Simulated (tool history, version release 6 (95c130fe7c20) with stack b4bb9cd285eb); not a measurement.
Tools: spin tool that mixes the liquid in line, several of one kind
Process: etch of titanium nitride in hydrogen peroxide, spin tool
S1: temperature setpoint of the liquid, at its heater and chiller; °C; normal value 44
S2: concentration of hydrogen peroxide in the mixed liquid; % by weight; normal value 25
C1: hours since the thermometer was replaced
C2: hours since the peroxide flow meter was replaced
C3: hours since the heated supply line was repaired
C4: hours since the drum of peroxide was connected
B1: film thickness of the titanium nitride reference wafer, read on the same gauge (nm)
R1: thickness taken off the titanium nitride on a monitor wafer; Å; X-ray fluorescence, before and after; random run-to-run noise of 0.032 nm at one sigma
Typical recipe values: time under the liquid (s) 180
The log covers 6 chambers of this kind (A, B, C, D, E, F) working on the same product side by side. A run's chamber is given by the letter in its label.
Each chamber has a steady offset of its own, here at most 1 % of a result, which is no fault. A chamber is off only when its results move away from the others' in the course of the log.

run 1D day=0.358 | S1=44 S2=25 time_under_the_liquid_(s)=180 | C1=91.4 C2=38.9 C3=2051 C4=192.5 | B1=120 | R1=30.434
run 2C day=0.875 | S1=44 S2=25 time_under_the_liquid_(s)=180 | C1=657.2 C2=25.8 C3=941.1 C4=379.9 | B1=119.97 | R1=29.523
run 3A day=1.312 | S1=44 S2=25 time_under_the_liquid_(s)=180 | C1=98.1 C2=509.7 C3=2798.5 C4=106.8 | B1=119.99 | R1=30.314
run 4E day=1.767 | S1=44 S2=25 time_under_the_liquid_(s)=180 | C1=576.9 C2=62 C3=1533.3 C4=921.5 | B1=119.99 | R1=30.349
run 5B day=2.254 | S1=44 S2=25 time_under_the_liquid_(s)=180 | C1=1313 C2=320.3 C3=177.8 C4=79.1 | B1=119.98 | R1=30.604
run 6F day=2.517 | S1=44 S2=25 time_under_the_liquid_(s)=180 | C1=197.3 C2=126.6 C3=1618.7 C4=1032.9 | B1=119.99 | R1=30.598
run 7B day=3.012 | S1=44 S2=25 time_under_the_liquid_(s)=180 | C1=1331.2 C2=338.5 C3=196 C4=97.3 | B1=119.99 | R1=30.174
run 8C day=3.375 | S1=44 S2=25 time_under_the_liquid_(s)=180 | C1=717.2 C2=85.8 C3=1001.1 C4=439.9 | B1=119.99 | R1=29.601
run 9A day=3.65 | S1=44 S2=25 time_under_the_liquid_(s)=180 | C1=154.2 C2=565.8 C3=2854.6 C4=162.9 | B1=119.99 | R1=29.927
run 10D day=4.167 | S1=44 S2=25 time_under_the_liquid_(s)=180 | C1=182.8 C2=130.3 C3=2142.4 C4=283.9 | B1=120 | R1=30.53
run 11F day=4.492 | S1=44 S2=25 time_under_the_liquid_(s)=180 | C1=244.7 C2=174 C3=1666.1 C4=1080.3 | B1=119.99 | R1=30.164
run 12E day=4.908 | S1=44 S2=25 time_under_the_liquid_(s)=180 | C1=652.3 C2=137.4 C3=1608.7 C4=996.9 | B1=120.01 | R1=30.419
-- day=5.083 chamber C: new drum of peroxide connected
run 13B day=5.162 | S1=44 S2=28 time_under_the_liquid_(s)=265 | C1=1382.8 C2=390.1 C3=247.6 C4=148.9 | B1=120 | R1=45.931
run 14F day=5.529 | S1=44 S2=28 time_under_the_liquid_(s)=265 | C1=269.6 C2=198.9 C3=1691 C4=1105.2 | B1=120.03 | R1=44.679
run 15E day=5.788 | S1=44 S2=28 time_under_the_liquid_(s)=265 | C1=673.4 C2=158.5 C3=1629.8 C4=1018 | B1=120.01 | R1=46.923
-- day=6.083 chamber F: new drum of peroxide connected
run 16C day=6.112 | S1=44 S2=28 time_under_the_liquid_(s)=265 | C1=782.9 C2=151.5 C3=1066.8 C4=24.8 | B1=120.02 | R1=45.539
run 17A day=6.608 | S1=44 S2=28 time_under_the_liquid_(s)=265 | C1=225.2 C2=636.8 C3=2925.6 C4=233.9 | B1=119.99 | R1=46.398
run 18D day=6.983 | S1=44 S2=28 time_under_the_liquid_(s)=265 | C1=250.4 C2=197.9 C3=2210 C4=351.5 | B1=119.99 | R1=45.185
-- day=7.112 chamber C: heated supply line repaired
run 19A day=7.238 | S1=44 S2=25 time_under_the_liquid_(s)=180 | C1=240.3 C2=651.9 C3=2940.7 C4=249 | B1=119.99 | R1=30.181
run 20D day=7.525 | S1=44 S2=25 time_under_the_liquid_(s)=180 | C1=263.4 C2=210.9 C3=2223 C4=364.5 | B1=119.98 | R1=30.735
run 21F day=7.888 | S1=44 S2=25 time_under_the_liquid_(s)=180 | C1=326.2 C2=255.5 C3=1747.6 C4=43.4 | B1=119.99 | R1=30.61
run 22E day=8.442 | S1=44 S2=25 time_under_the_liquid_(s)=180 | C1=737.1 C2=222.2 C3=1693.5 C4=1081.7 | B1=119.97 | R1=30.56
run 23C day=9.012 | S1=44 S2=20.5 time_under_the_liquid_(s)=180 | C1=852.5 C2=221.1 C3=45.7 C4=94.4 | B1=119.99 | R1=29.032
-- day=9.367 chamber E: new drum of peroxide connected
run 24B day=9.504 | S1=44 S2=20.5 time_under_the_liquid_(s)=180 | C1=1487 C2=494.3 C3=351.8 C4=253.1 | B1=120.03 | R1=29.197
run 25E day=9.992 | S1=44 S2=20.5 time_under_the_liquid_(s)=180 | C1=774.3 C2=259.4 C3=1730.7 C4=15.1 | B1=120.02 | R1=28.723
run 26B day=10.462 | S1=44 S2=20.5 time_under_the_liquid_(s)=180 | C1=1510 C2=517.3 C3=374.8 C4=276.1 | B1=119.99 | R1=28.908
run 27D day=11 | S1=44 S2=20.5 time_under_the_liquid_(s)=180 | C1=346.8 C2=294.3 C3=2306.4 C4=447.9 | B1=120.01 | R1=28.921
run 28C day=11.538 | S1=44 S2=20.5 time_under_the_liquid_(s)=180 | C1=913.1 C2=281.7 C3=106.3 C4=155 | B1=120.02 | R1=29.291
run 29A day=12.021 | S1=44 S2=25 time_under_the_liquid_(s)=180 | C1=355.1 C2=766.7 C3=3055.5 C4=363.8 | B1=119.99 | R1=29.943
-- day=12.254 chamber D: heated supply line repaired
run 30F day=12.588 | S1=44 S2=25 time_under_the_liquid_(s)=180 | C1=439 C2=368.3 C3=1860.4 C4=156.2 | B1=120 | R1=29.898
run 31A day=13.058 | S1=44 S2=25 time_under_the_liquid_(s)=180 | C1=380 C2=791.6 C3=3080.4 C4=388.7 | B1=120 | R1=29.889
run 32B day=13.392 | S1=44 S2=25 time_under_the_liquid_(s)=180 | C1=1580.3 C2=587.6 C3=445.1 C4=346.4 | B1=119.98 | R1=30.9
run 33F day=13.879 | S1=44 S2=25 time_under_the_liquid_(s)=180 | C1=470 C2=399.3 C3=1891.4 C4=187.2 | B1=119.99 | R1=30.323
-- day=14.171 chamber B: new drum of peroxide connected
run 34C day=14.417 | S1=44 S2=25 time_under_the_liquid_(s)=180 | C1=982.2 C2=350.8 C3=175.4 C4=224.1 | B1=119.98 | R1=29.874
run 35D day=14.979 | S1=44 S2=25 time_under_the_liquid_(s)=180 | C1=442.3 C2=389.8 C3=65.4 C4=543.4 | B1=120 | R1=29.912
run 36E day=15.55 | S1=44 S2=25 time_under_the_liquid_(s)=180 | C1=907.7 C2=392.8 C3=1864.1 C4=148.5 | B1=120.01 | R1=28.105
run 37F day=15.933 | S1=44 S2=29 time_under_the_liquid_(s)=180 | C1=519.3 C2=448.6 C3=1940.7 C4=236.5 | B1=120 | R1=30.561
run 38A day=16.312 | S1=44 S2=29 time_under_the_liquid_(s)=180 | C1=458.1 C2=869.7 C3=3158.5 C4=466.8 | B1=120.02 | R1=31.236
run 39B day=16.575 | S1=44 S2=29 time_under_the_liquid_(s)=180 | C1=1656.7 C2=664 C3=521.5 C4=57.7 | B1=120.01 | R1=31.417
run 40E day=16.938 | S1=44 S2=29 time_under_the_liquid_(s)=180 | C1=941 C2=426.1 C3=1897.4 C4=181.8 | B1=120 | R1=29.264
run 41D day=17.508 | S1=44 S2=29 time_under_the_liquid_(s)=180 | C1=503 C2=450.5 C3=126.1 C4=604.1 | B1=120.01 | R1=31.478
run 42C day=17.792 | S1=44 S2=29 time_under_the_liquid_(s)=180 | C1=1063.2 C2=431.8 C3=256.4 C4=305.1 | B1=119.99 | R1=30.492

For the next run the whole fleet of 6 chambers uses the same settings. Give each chamber's results:
run 43A day=18.204 | S1=51 S2=25 time_under_the_liquid_(s)=180 | R1=?
run 43B day=18.204 | S1=51 S2=25 time_under_the_liquid_(s)=180 | R1=?
run 43C day=18.204 | S1=51 S2=25 time_under_the_liquid_(s)=180 | R1=?
run 43D day=18.204 | S1=51 S2=25 time_under_the_liquid_(s)=180 | R1=?
run 43E day=18.204 | S1=51 S2=25 time_under_the_liquid_(s)=180 | R1=?
run 43F day=18.204 | S1=51 S2=25 time_under_the_liquid_(s)=180 | R1=?

run=43A R1=50.11
run=43B R1=50.591
run=43C R1=50.317
run=43D R1=51.281
run=43E R1=47.599
run=43F R1=51.988
